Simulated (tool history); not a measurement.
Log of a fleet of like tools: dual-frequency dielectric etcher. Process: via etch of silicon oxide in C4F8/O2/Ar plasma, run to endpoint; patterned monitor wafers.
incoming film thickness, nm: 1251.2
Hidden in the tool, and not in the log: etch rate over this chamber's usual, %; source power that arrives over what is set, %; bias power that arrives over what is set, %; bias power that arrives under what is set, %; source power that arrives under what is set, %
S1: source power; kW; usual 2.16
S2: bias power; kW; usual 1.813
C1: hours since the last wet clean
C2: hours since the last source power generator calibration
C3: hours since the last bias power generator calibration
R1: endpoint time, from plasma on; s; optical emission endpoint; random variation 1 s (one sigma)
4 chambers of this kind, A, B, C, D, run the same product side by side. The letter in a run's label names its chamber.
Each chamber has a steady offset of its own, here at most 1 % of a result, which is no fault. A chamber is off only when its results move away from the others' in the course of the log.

run   hour    S1     S2     C1      C2      C3      R1
 1C    7.1  2.16  1.813  556.3   213.2     973  245.73
 2D     13  2.16  1.813  251.8   862.4  2236.2  244.77
 3B   19.3  2.16  1.813  107.7  1979.2  2534.3  244.48
 4A     26  2.16  1.813    480    2304  1016.8  244.81
 5C   33.2  2.16  1.813  582.4   239.3   999.1  245.92
 6D   38.7  2.16  1.813  277.5   888.1  2261.9  243.88
      39.1  -- chamber A: wet clean of the chamber
 7B   45.1  2.16  1.813  133.5    2005  2560.1  245.54
 8A   49.9  2.16  1.813   10.8  2327.9  1040.7  244.69
 9B   56.4  2.16  1.813  144.8  2016.3  2571.4  243.57
10D   64.3  2.16  1.813  303.1   913.7  2287.5  242.56
11A   70.8  2.66  1.813   31.7  2348.8  1061.6   225.8
      72.7  -- chamber C: wet clean of the chamber
12C   76.5  2.66  1.813    3.8   282.6  1042.4  227.34
13D   82.7  2.66  1.813  321.5   932.1  2305.9  224.07
14B   88.4  2.66  1.813  176.8  2048.3  2603.4  226.26
15A   92.6  2.16  1.813   53.5  2370.6  1083.4  245.51
16C  100.6  2.16  1.813   27.9   306.7  1066.5  246.91
17D  104.9  2.65  1.813  343.7   954.3  2328.1  224.13
18B  112.2  2.65  1.813  200.6  2072.1  2627.2   224.3
19A  118.6  2.65  1.813   79.5  2396.6  1109.4  225.53
20C  123.5  2.65  1.813   50.8   329.6  1089.4  227.76
21A  128.8  2.16  1.813   89.7  2406.8  1119.6  244.85
22D  132.5  2.16  1.813  371.3   981.9  2355.7  242.65
     135.9  -- chamber B: bias power generator calibrated
23B    138  2.16  1.813  226.4  2097.9     2.2  245.12
24C  144.2  2.16  1.813   71.5   350.3  1110.1  244.39
25A  151.3  2.16  1.813  112.2  2429.3  1142.1  246.73
26C  155.6  2.44  1.813   82.9   361.7  1121.5  234.43
27B    163  2.44  1.813  251.4  2122.9    27.2  232.97
28D    169  2.44  1.813  407.8  1018.4  2392.2  233.36
29C  176.8  2.44  1.813  104.1   382.9  1142.7  234.16
30D  183.1  2.16  1.813  421.9  1032.5  2406.3  243.17
31A  191.2  2.67  1.813  152.1  2469.2    1182  226.09
32B  197.1  2.67  1.813  285.5    2157    61.3  224.63
33B  204.7  2.67  1.813  293.1  2164.6    68.9  224.35
34D    209  2.67  1.813  447.8  1058.4  2432.2  224.55
35A  216.5  2.16  1.813  177.4  2494.5  1207.3  244.69
36C  221.4  2.16  1.813  148.7   427.5  1187.3  245.33
37A    228  2.16  1.813  188.9    2506  1218.8  244.78

Is one chamber off against the others, does the gauge drift, or is nothing wrong? If a chamber is off, say which, and what the likeliest cause is.

No chamber stands off beyond its own small offset, and the gauge holds steady.
